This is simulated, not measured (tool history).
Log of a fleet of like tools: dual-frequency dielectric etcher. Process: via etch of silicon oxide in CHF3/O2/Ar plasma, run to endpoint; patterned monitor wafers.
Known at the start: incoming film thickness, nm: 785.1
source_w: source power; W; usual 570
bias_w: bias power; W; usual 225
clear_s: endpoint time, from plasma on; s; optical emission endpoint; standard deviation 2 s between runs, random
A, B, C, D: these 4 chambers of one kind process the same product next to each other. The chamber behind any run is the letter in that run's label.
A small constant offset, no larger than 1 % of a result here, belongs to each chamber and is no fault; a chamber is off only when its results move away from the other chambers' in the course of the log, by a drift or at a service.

run,hour,source_w,bias_w,hours since the last wet clean,hours since the last source power generator calibration,hours since the last bias power generator calibration,clear_s
1C,6.6,570,225,94.5,694.1,764.5,380.32
2A,11.3,570,225,84.7,1547.6,1070.5,372.02
3D,16.1,570,225,64.1,1749.7,2931.6,371.64
4B,22,570,225,430.4,1574,190.9,375.73
5B,27.6,570,225,436,1579.6,196.5,375.42
6C,34.6,570,225,122.5,722.1,792.5,375.51
7A,40.1,570,225,113.5,1576.4,1099.3,372.55
8D,43.9,570,225,91.9,1777.5,2959.4,373.59
9A,47.5,570,225,120.9,1583.8,1106.7,372.61
10B,50.9,570,225,459.3,1602.9,219.8,372.28
11C,55.3,680,174,143.2,742.8,813.2,387.88
12D,59.8,680,174,107.8,1793.4,2975.3,378.08
13D,66.1,680,174,114.1,1799.7,2981.6,382.55
14A,70.2,680,174,143.6,1606.5,1129.4,383.36
15C,76.7,570,225,164.6,764.2,834.6,377.48
16B,83,570,225,491.4,1635,251.9,375.47
17C,89.5,570,225,177.4,777,847.4,378.93
18A,93.8,570,225,167.2,1630.1,1153,372.86
19B,98.8,570,225,507.2,1650.8,267.7,378.88
20D,104.4,570,276,152.4,1838,3019.9,347.69
21C,111.6,570,276,199.5,799.1,869.5,347.5
22B,115,570,276,523.4,1667,283.9,349.67
23A,121.4,570,276,194.8,1657.7,1180.6,348.28
24D,126.6,570,225,174.6,1860.2,3042.1,375.79
25C,131.8,570,225,219.7,819.3,889.7,375.9
26A,135.7,570,225,209.1,1672,1194.9,371.56
27D,141.9,570,225,189.9,1875.5,3057.4,375.02
28B,148.6,570,225,557,1700.6,317.5,383.43
29D,155.2,570,225,203.2,1888.8,3070.7,373.37
30A,160.7,630,225,234.1,1697,1219.9,361.24
31C,164.4,630,225,252.3,851.9,922.3,367.77
32B,170,630,225,578.4,1722,338.9,376.14
33D,174.9,630,225,222.9,1908.5,3090.4,362.1
34C,178.6,570,225,266.5,866.1,936.5,379.21
35A,183.8,460,275,257.2,1720.1,1243,373.29
36B,190.8,460,275,599.2,1742.8,359.7,392.24
37B,194.6,460,275,603,1746.6,363.5,395
38D,199.2,460,275,247.2,1932.8,3114.7,378.58
39A,203.5,570,225,276.9,1739.8,1262.7,373.05
40C,209.3,570,225,297.2,896.8,967.2,373.77
41D,214.9,570,225,262.9,1948.5,3130.4,374.81
42A,219.3,510,181,292.7,1755.6,1278.5,415.22
43B,224.3,510,181,632.7,1776.3,393.2,445.48
44C,230.7,510,181,318.6,918.2,988.6,425.65

Which is it: a chamber that has drifted or been left off by a service, a gauge drift common to all chambers, or only each chamber's usual small offset? If a chamber is off, name it and its likeliest cause.

It is chamber B that slowly wanders off from its peers.
Likeliest cause: etch rate under this chamber's usual, % = 4.98.

Here are 4 candidates for chamber B's next run, each the usual settings with a change, their results left as question marks. Which one brings its results back in line with what the others give on the usual settings?
In-line tolerance around the mean of the other chambers on the usual settings: clear_s 7.1 s
45B-1,235.9,530,209,,,,?
45B-2,235.9,610,241,,,,?
45B-3,235.9,760,225,,,,?
45B-4,235.9,570,163,,,,?

Average result of the remaining chambers running the usual settings: clear_s 374.84 s
run,clear_s
45B-1,415.3
45B-2,374.94
45B-3,353.39
45B-4,438.91
45B-2 puts the chamber back in line with the other chambers.
